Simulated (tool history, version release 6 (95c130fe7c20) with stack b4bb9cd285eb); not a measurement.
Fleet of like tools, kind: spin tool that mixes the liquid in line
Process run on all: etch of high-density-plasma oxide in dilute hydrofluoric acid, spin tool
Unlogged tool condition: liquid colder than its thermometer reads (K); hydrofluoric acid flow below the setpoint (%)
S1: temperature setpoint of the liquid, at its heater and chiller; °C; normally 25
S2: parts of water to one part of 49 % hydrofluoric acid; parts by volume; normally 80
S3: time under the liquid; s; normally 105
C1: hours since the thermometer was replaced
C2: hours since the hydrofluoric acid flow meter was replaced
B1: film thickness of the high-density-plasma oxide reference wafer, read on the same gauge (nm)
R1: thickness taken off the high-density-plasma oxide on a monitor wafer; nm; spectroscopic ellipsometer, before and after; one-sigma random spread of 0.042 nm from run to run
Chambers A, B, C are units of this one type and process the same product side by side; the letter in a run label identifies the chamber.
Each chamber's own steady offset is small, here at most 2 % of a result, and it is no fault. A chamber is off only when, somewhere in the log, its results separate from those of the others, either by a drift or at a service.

Run 1C, hour 7: usual settings; C1 195.2; C2 321.3; B1 120. Result: R1 6.8923 nm.
Run 2B, hour 11.8: usual settings; C1 584.5; C2 1957.7; B1 120.03. Result: R1 7.1333 nm.
Run 3A, hour 18.5: usual settings; C1 924.6; C2 926.2; B1 119.97. Result: R1 7.0832 nm.
Run 4A, hour 23.2: usual settings; C1 929.3; C2 930.9; B1 119.97. Result: R1 7.054 nm.
Run 5B, hour 28.9: usual settings; C1 601.6; C2 1974.8; B1 120. Result: R1 7.1319 nm.
Run 6C, hour 34.2: usual settings; C1 222.4; C2 348.5; B1 120.06. Result: R1 6.9428 nm.
Run 7C, hour 39.6: usual settings but S1 28.5 °C, S3 155 s; C1 227.8; C2 353.9; B1 119.96. Result: R1 11.833 nm.
Run 8B, hour 45: usual settings but S1 28.5 °C, S3 155 s; C1 617.7; C2 1990.9; B1 119.98. Result: R1 12.036 nm.
Run 9A, hour 51.3: usual settings but S1 28.5 °C, S3 155 s; C1 957.4; C2 959; B1 120.01. Result: R1 12.028 nm.
Run 10A, hour 54.4: usual settings; C1 960.5; C2 962.1; B1 119.97. Result: R1 7.0825 nm.
Run 11C, hour 57.8: usual settings; C1 246; C2 372.1; B1 119.99. Result: R1 7.1083 nm.
Run 12B, hour 62.2: usual settings; C1 634.9; C2 2008.1; B1 119.97. Result: R1 7.0689 nm.
At hour 63.3: chamber B: hydrofluoric acid flow meter replaced.
Run 13C, hour 66.4: usual settings; C1 254.6; C2 380.7; B1 120.02. Result: R1 7.0122 nm.
Run 14A, hour 71.8: usual settings; C1 977.9; C2 979.5; B1 120.05. Result: R1 7.1382 nm.
Run 15B, hour 78.5: usual settings; C1 651.2; C2 15.3; B1 120. Result: R1 7.0036 nm.
Run 16C, hour 85.3: usual settings; C1 273.5; C2 399.6; B1 120. Result: R1 7.0345 nm.
Run 17A, hour 91.4: usual settings; C1 997.5; C2 999.1; B1 120.02. Result: R1 7.161 nm.
Run 18B, hour 95: usual settings; C1 667.7; C2 31.8; B1 120. Result: R1 6.9997 nm.
Run 19A, hour 100.6: usual settings; C1 1006.7; C2 1008.3; B1 119.98. Result: R1 7.0887 nm.
Run 20C, hour 107.5: usual settings; C1 295.7; C2 421.8; B1 120.04. Result: R1 6.9908 nm.
Run 21B, hour 110.6: usual settings; C1 683.3; C2 47.4; B1 120.01. Result: R1 6.9504 nm.
Run 22B, hour 114.5: usual settings; C1 687.2; C2 51.3; B1 119.98. Result: R1 6.9 nm.
Run 23C, hour 117.9: usual settings; C1 306.1; C2 432.2; B1 119.94. Result: R1 7.0205 nm.
Run 24A, hour 124.7: usual settings; C1 1030.8; C2 1032.4; B1 120.02. Result: R1 7.0955 nm.
Run 25C, hour 129.6: usual settings; C1 317.8; C2 443.9; B1 119.95. Result: R1 6.9059 nm.
Run 26A, hour 133.7: usual settings; C1 1039.8; C2 1041.4; B1 120.09. Result: R1 7.08 nm.
Run 27B, hour 140.4: usual settings; C1 713.1; C2 77.2; B1 120.05. Result: R1 6.8631 nm.
Run 28B, hour 145.5: usual settings; C1 718.2; C2 82.3; B1 120.01. Result: R1 6.8784 nm.
Run 29A, hour 149.8: usual settings; C1 1055.9; C2 1057.5; B1 119.99. Result: R1 7.0551 nm.
Run 30C, hour 153.1: usual settings; C1 341.3; C2 467.4; B1 120.05. Result: R1 7.0506 nm.
Run 31A, hour 157.4: usual settings; C1 1063.5; C2 1065.1; B1 120. Result: R1 7.1766 nm.
Run 32C, hour 163.2: usual settings; C1 351.4; C2 477.5; B1 120. Result: R1 6.9717 nm.
Run 33B, hour 169.1: usual settings; C1 741.8; C2 105.9; B1 120.02. Result: R1 6.7938 nm.
Run 34C, hour 175.8: usual settings; C1 364; C2 490.1; B1 119.99. Result: R1 7.0019 nm.

Predict what each chamber gives when all 3 of them run the settings below next.
Run 35A, hour 180.8: usual settings but S3 70 s. Result: R1 ?.
Run 35B, hour 180.8: usual settings but S3 70 s. Result: R1 ?.
Run 35C, hour 180.8: usual settings but S3 70 s. Result: R1 ?.

run      R1
35A  4.7448
35B  4.5129
35C  4.6248

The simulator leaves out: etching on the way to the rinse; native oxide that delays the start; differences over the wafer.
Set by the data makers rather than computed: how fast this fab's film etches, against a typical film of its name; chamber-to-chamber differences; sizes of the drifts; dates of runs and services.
